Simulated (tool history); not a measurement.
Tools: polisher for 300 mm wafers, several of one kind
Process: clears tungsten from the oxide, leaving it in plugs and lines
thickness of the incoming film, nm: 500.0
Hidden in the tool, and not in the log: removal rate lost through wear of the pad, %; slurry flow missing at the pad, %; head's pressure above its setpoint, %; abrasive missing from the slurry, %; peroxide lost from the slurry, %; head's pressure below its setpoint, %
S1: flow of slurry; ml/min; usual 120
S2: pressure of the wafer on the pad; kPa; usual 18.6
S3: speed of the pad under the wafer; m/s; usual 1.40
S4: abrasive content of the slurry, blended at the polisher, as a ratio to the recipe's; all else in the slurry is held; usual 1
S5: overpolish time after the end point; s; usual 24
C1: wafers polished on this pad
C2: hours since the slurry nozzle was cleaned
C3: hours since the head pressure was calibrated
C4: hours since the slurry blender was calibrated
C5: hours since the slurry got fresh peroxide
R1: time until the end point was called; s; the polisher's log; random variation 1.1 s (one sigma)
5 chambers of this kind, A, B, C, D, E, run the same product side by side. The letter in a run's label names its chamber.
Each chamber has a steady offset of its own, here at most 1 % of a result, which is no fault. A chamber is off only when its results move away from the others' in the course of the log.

run   hour   S1    S2    S3  S4  S5    C1     C2     C3     C4     C5      R1
       1.2  -- chamber B: head pressure recalibrated
       5.0  -- chamber E: worn pad replaced by a new one
       8.8  -- chamber C: slurry nozzle cleaned
      10.4  -- chamber C: slurry blender recalibrated
 1E   10.4  120  18.6  1.40   1  24    57  313.1  659.6  443.0   55.3  119.06
      17.6  -- chamber E: slurry blender recalibrated
      18.6  -- chamber D: worn pad replaced by a new one
      19.9  -- chamber C: slurry tank refilled with fresh slurry and peroxide
 2D   24.3  120  18.6  1.40   1  24    60  346.9  120.7  210.5  100.7  117.59
 3A   35.7  120  18.6  1.40   1  24   574  245.2  707.5  114.7   61.2  119.37
      39.5  -- chamber B: slurry tank refilled with fresh slurry and peroxide
 4B   45.0  120  18.6  1.40   1  24   561  219.1   43.9  298.3    5.5  117.85
      46.2  -- chamber C: worn pad replaced by a new one
      56.9  -- chamber E: head pressure recalibrated
 5C   58.6  120  18.6  1.26   1  32   130   49.8  321.0   48.3   38.7  131.38
 6C   71.0  120  18.6  1.26   1  32   261   62.2  333.4   60.7   51.1  133.84
      77.0  -- chamber A: slurry tank refilled with fresh slurry and peroxide
      83.1  -- chamber C: head pressure recalibrated
 7B   85.8  120  18.6  1.26   1  32   990  259.9   84.7  339.1   46.3  133.01
      91.8  -- chamber D: slurry tank refilled with fresh slurry and peroxide
 8E   99.4  120  18.6  1.26   1  32   993  402.1   42.6   81.9  144.3  131.96
     109.0  -- chamber C: slurry tank refilled with fresh slurry and peroxide
 9A  109.0  120  18.6  1.26   1  32  1345  318.5  780.8  188.0   32.0  135.06
     112.0  -- chamber E: slurry tank refilled with fresh slurry and peroxide
10D  121.3  120  18.6  1.40   1  24  1080  443.9  217.7  307.5   29.5  118.01
     121.9  -- chamber A: worn pad replaced by a new one
     122.4  -- chamber B: worn pad replaced by a new one
     126.2  -- chamber E: worn pad replaced by a new one
     130.8  -- chamber C: slurry blender recalibrated
     134.2  -- chamber C: worn pad replaced by a new one
     135.8  -- chamber B: slurry tank refilled with fresh slurry and peroxide
11D  137.1  120  18.6  1.40   1  24  1247  459.7  233.5  323.3   45.3  119.38
     140.1  -- chamber A: slurry nozzle cleaned
     144.3  -- chamber D: worn pad replaced by a new one
     147.0  -- chamber B: slurry blender recalibrated
12A  152.7  120  18.6  1.40   1  24   324   12.6  824.5  231.7   75.7  119.70
13C  161.8  120  18.6  1.40   1  24   291  153.0   78.8   31.1   52.9  118.01
14B  177.5  120  18.6  1.40   1  24   579  351.6  176.4   30.5   41.7  118.77
     186.9  -- chamber A: slurry tank refilled with fresh slurry and peroxide
15E  190.5  120  18.6  1.40   1  24   676  493.2  133.7  173.0   78.5  118.03
     202.1  -- chamber C: slurry tank refilled with fresh slurry and peroxide
16C  203.1  120  18.6  1.40   1  24   725  194.3  120.1   72.4    1.1  117.76
     206.1  -- chamber A: slurry blender recalibrated
     210.3  -- chamber D: slurry blender recalibrated
17E  214.3  120  18.6  1.40   1  24   927  517.0  157.5  196.8  102.3  118.02
     219.6  -- chamber E: worn pad replaced by a new one
     227.5  -- chamber D: slurry tank refilled with fresh slurry and peroxide
18B  228.8  120  18.6  1.40   1  24  1119  402.9  227.7   81.8   93.0  118.36
     231.0  -- chamber C: worn pad replaced by a new one
     234.6  -- chamber B: slurry tank refilled with fresh slurry and peroxide
19A  237.4  120  18.6  1.40   1  24  1215   97.3  909.2   31.4   50.5  119.25
     242.9  -- chamber A: worn pad replaced by a new one
     245.7  -- chamber C: slurry blender recalibrated
20D  251.9   95  18.6  1.40   1  32  1131  574.5  348.3   41.6   24.4  126.61
     261.2  -- chamber B: worn pad replaced by a new one
     262.3  -- chamber D: worn pad replaced by a new one
21C  265.1   95  18.6  1.40   1  32   359  256.3  182.1   19.4   63.1  125.93
22B  274.2   95  18.6  1.40   1  32   137  448.3  273.1  127.2   39.7  125.41
23D  289.7   95  18.6  1.40   1  32   289  612.3  386.1   79.4   62.2  124.29
     289.9  -- chamber E: slurry tank refilled with fresh slurry and peroxide
     291.1  -- chamber C: slurry tank refilled with fresh slurry and peroxide
     293.8  -- chamber A: head pressure recalibrated
24A  303.1   95  18.6  1.40   1  32   633  163.0    9.3   97.1  116.2  126.01
     316.8  -- chamber B: slurry tank refilled with fresh slurry and peroxide
25E  317.1  120  21.4  1.40   1  24  1025  619.8  260.3  299.6   27.2  103.03
     322.4  -- chamber C: worn pad replaced by a new one
     322.5  -- chamber A: slurry tank refilled with fresh slurry and peroxide
     327.5  -- chamber D: slurry nozzle cleaned
     328.0  -- chamber E: worn pad replaced by a new one
26E  332.8  120  21.4  1.40   1  24    51  635.5  276.0  315.3   42.9  103.02
27D  340.8  120  21.4  1.40   1  24   826   13.3  437.2  130.5  113.3  103.52
28B  355.8  120  21.4  1.40   1  24   995  529.9  354.7  208.8   39.1  103.16
     366.2  -- chamber B: worn pad replaced by a new one
     368.0  -- chamber A: worn pad replaced by a new one
29C  371.4  120  21.4  1.40   1  24   516  362.6  288.4  125.7   80.3  104.57
     373.6  -- chamber D: slurry tank refilled with fresh slurry and peroxide
     376.4  -- chamber D: head pressure recalibrated
     379.2  -- chamber C: slurry blender recalibrated
30A  380.6  120  18.6  1.40   1  24   132  240.5   86.8  174.6   58.1  121.31
     382.0  -- chamber C: slurry tank refilled with fresh slurry and peroxide
     384.1  -- chamber D: worn pad replaced by a new one
31A  389.3  120  18.6  1.40   1  24   224  249.2   95.5  183.3   66.8  119.92
     399.9  -- chamber B: slurry tank refilled with fresh slurry and peroxide
32D  401.5  120  18.6  1.40   1  35   183   74.0   25.2  191.2   27.9  118.58
33E  415.2  120  18.6  1.40   1  35   917  717.9  358.4  397.7  125.3  118.63
34B  422.6  120  18.6  1.40   1  35   594  596.7  421.5  275.6   22.8  118.45
     422.7  -- chamber C: worn pad replaced by a new one
     432.2  -- chamber C: head pressure recalibrated
35C  436.0  120  18.6  1.40   1  35   140  427.2    3.8   56.8   54.1  120.77
     436.7  -- chamber E: slurry nozzle cleaned
36C  446.5  120  18.6  1.40   1  35   251  437.7   14.3   67.3   64.6  119.50
     450.0  -- chamber E: worn pad replaced by a new one
37E  457.6  120  18.6  1.40   1  24    80   20.9  400.8  440.1  167.7  119.50

All 5 chambers run these settings next. Forecast each chamber's results:
38A  469.0  120  18.6  1.40   1  24                       ?
38B  469.0  120  18.6  1.40   1  24                       ?
38C  469.0  120  18.6  1.40   1  24                       ?
38D  469.0  120  18.6  1.40   1  24                       ?
38E  469.0  120  18.6  1.40   1  24                       ?

run      R1
38A  122.45
38B  119.54
38C  119.94
38D  120.25
38E  118.83
